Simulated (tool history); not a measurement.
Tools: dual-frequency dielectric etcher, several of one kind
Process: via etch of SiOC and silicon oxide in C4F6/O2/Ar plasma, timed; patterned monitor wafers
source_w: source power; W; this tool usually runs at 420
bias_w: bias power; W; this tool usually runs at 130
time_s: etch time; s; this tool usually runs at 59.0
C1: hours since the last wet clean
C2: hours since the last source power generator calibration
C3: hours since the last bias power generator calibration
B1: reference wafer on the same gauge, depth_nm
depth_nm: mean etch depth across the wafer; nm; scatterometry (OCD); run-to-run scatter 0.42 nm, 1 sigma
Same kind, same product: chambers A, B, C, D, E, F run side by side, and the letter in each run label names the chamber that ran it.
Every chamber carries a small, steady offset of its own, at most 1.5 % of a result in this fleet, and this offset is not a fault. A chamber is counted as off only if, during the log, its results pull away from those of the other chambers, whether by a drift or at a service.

Run 1E, hour 3.8: usual settings; C1 426.7; C2 124.0; C3 1033.1; B1 59.795. Result: depth_nm 61.189 nm.
Run 2B, hour 6.9: usual settings; C1 441.5; C2 2718.0; C3 256.5; B1 59.852. Result: depth_nm 60.142 nm.
Run 3F, hour 9.3: usual settings; C1 137.5; C2 1825.1; C3 2352.5; B1 59.746. Result: depth_nm 61.775 nm.
Run 4C, hour 11.5: usual settings; C1 484.1; C2 2141.6; C3 2684.6; B1 59.815. Result: depth_nm 61.495 nm.
Run 5A, hour 16.0: usual settings but source_w 340 W, time_s 49.5 s; C1 217.1; C2 490.8; C3 296.6; B1 59.822. Result: depth_nm 46.858 nm.
Run 6D, hour 19.3: usual settings but source_w 340 W, time_s 49.5 s; C1 219.4; C2 1879.0; C3 3105.6; B1 59.851. Result: depth_nm 46.339 nm.
Run 7F, hour 21.8: usual settings but source_w 340 W, time_s 49.5 s; C1 150.0; C2 1837.6; C3 2365.0; B1 59.787. Result: depth_nm 47.548 nm.
Run 8B, hour 24.1: usual settings but source_w 340 W, time_s 49.5 s; C1 458.7; C2 2735.2; C3 273.7; B1 59.805. Result: depth_nm 46.404 nm.
Run 9A, hour 28.9: usual settings but source_w 340 W, time_s 49.5 s; C1 230.0; C2 503.7; C3 309.5; B1 59.695. Result: depth_nm 47.741 nm.
Run 10C, hour 32.0: usual settings but source_w 340 W, time_s 49.5 s; C1 504.6; C2 2162.1; C3 2705.1; B1 59.749. Result: depth_nm 47.078 nm.
Run 11E, hour 36.3: usual settings but bias_w 140 W, time_s 75.0 s; C1 459.2; C2 156.5; C3 1065.6; B1 59.792. Result: depth_nm 78.842 nm.
Run 12D, hour 40.2: usual settings but bias_w 140 W, time_s 75.0 s; C1 240.3; C2 1899.9; C3 3126.5; B1 59.834. Result: depth_nm 78.638 nm.
Run 13A, hour 42.6: usual settings but bias_w 140 W, time_s 75.0 s; C1 243.7; C2 517.4; C3 323.2; B1 59.793. Result: depth_nm 79.565 nm.
Run 14D, hour 44.9: usual settings but bias_w 140 W, time_s 75.0 s; C1 245.0; C2 1904.6; C3 3131.2; B1 59.732. Result: depth_nm 78.109 nm.
At hour 47.9: chamber C: wet clean of the chamber.
Run 15C, hour 48.3: usual settings but bias_w 140 W, time_s 75.0 s; C1 0.4; C2 2178.4; C3 2721.4; B1 59.954. Result: depth_nm 76.906 nm.
Run 16F, hour 52.1: usual settings but bias_w 140 W, time_s 75.0 s; C1 180.3; C2 1867.9; C3 2395.3; B1 59.721. Result: depth_nm 80.459 nm.
Run 17B, hour 55.5: usual settings; C1 490.1; C2 2766.6; C3 305.1; B1 59.791. Result: depth_nm 60.429 nm.
Run 18E, hour 58.7: usual settings; C1 481.6; C2 178.9; C3 1088.0; B1 59.807. Result: depth_nm 61.483 nm.
Run 19A, hour 63.2: usual settings; C1 264.3; C2 538.0; C3 343.8; B1 59.805. Result: depth_nm 61.868 nm.
Run 20B, hour 65.5: usual settings; C1 500.1; C2 2776.6; C3 315.1; B1 59.858. Result: depth_nm 60.733 nm.
Run 21E, hour 68.1: usual settings; C1 491.0; C2 188.3; C3 1097.4; B1 59.783. Result: depth_nm 60.895 nm.
Run 22D, hour 71.5: usual settings but time_s 72.0 s; C1 271.6; C2 1931.2; C3 3157.8; B1 59.691. Result: depth_nm 73.838 nm.
Run 23C, hour 74.2: usual settings but time_s 72.0 s; C1 26.3; C2 2204.3; C3 2747.3; B1 59.822. Result: depth_nm 71.391 nm.
Run 24F, hour 78.3: usual settings but time_s 72.0 s; C1 206.5; C2 1894.1; C3 2421.5; B1 59.893. Result: depth_nm 74.991 nm.
Run 25F, hour 81.5: usual settings but time_s 72.0 s; C1 209.7; C2 1897.3; C3 2424.7; B1 59.865. Result: depth_nm 74.980 nm.
Run 26E, hour 84.3: usual settings but time_s 72.0 s; C1 507.2; C2 204.5; C3 1113.6; B1 59.875. Result: depth_nm 73.876 nm.
Run 27D, hour 87.0: usual settings but time_s 72.0 s; C1 287.1; C2 1946.7; C3 3173.3; B1 59.840. Result: depth_nm 74.421 nm.
At hour 87.7: chamber B: wet clean of the chamber.
At hour 90.7: chamber D: bias power generator calibrated.
Run 28A, hour 91.9: usual settings; C1 293.0; C2 566.7; C3 372.5; B1 59.817. Result: depth_nm 61.454 nm.
Run 29B, hour 94.8: usual settings; C1 7.1; C2 2805.9; C3 344.4; B1 59.716. Result: depth_nm 60.235 nm.
Run 30C, hour 98.2: usual settings; C1 50.3; C2 2228.3; C3 2771.3; B1 59.779. Result: depth_nm 59.479 nm.
Run 31B, hour 102.1: usual settings; C1 14.4; C2 2813.2; C3 351.7; B1 59.897. Result: depth_nm 60.988 nm.
Run 32D, hour 105.5: usual settings; C1 305.6; C2 1965.2; C3 14.9; B1 59.882. Result: depth_nm 61.192 nm.
At hour 106.7: chamber E: wet clean of the chamber.
Run 33F, hour 108.0: usual settings; C1 236.2; C2 1923.8; C3 2451.2; B1 59.798. Result: depth_nm 61.457 nm.
Run 34E, hour 111.2: usual settings; C1 4.6; C2 231.4; C3 1140.5; B1 59.845. Result: depth_nm 61.139 nm.
Run 35C, hour 115.1: usual settings; C1 67.2; C2 2245.2; C3 2788.2; B1 59.788. Result: depth_nm 58.398 nm.
Run 36A, hour 119.0: usual settings; C1 320.1; C2 593.8; C3 399.6; B1 59.646. Result: depth_nm 60.788 nm.
Run 37B, hour 122.0: usual settings; C1 34.3; C2 2833.1; C3 371.6; B1 59.751. Result: depth_nm 60.684 nm.

Predict what each chamber gives when all 6 of them run the settings below next.
Run 38A, hour 125.5: usual settings but source_w 380 W. Result: depth_nm ?.
Run 38B, hour 125.5: usual settings but source_w 380 W. Result: depth_nm ?.
Run 38C, hour 125.5: usual settings but source_w 380 W. Result: depth_nm ?.
Run 38D, hour 125.5: usual settings but source_w 380 W. Result: depth_nm ?.
Run 38E, hour 125.5: usual settings but source_w 380 W. Result: depth_nm ?.
Run 38F, hour 125.5: usual settings but source_w 380 W. Result: depth_nm ?.

run  depth_nm
38A    58.695
38B    58.232
38C    55.738
38D    58.245
38E    58.388
38F    59.062

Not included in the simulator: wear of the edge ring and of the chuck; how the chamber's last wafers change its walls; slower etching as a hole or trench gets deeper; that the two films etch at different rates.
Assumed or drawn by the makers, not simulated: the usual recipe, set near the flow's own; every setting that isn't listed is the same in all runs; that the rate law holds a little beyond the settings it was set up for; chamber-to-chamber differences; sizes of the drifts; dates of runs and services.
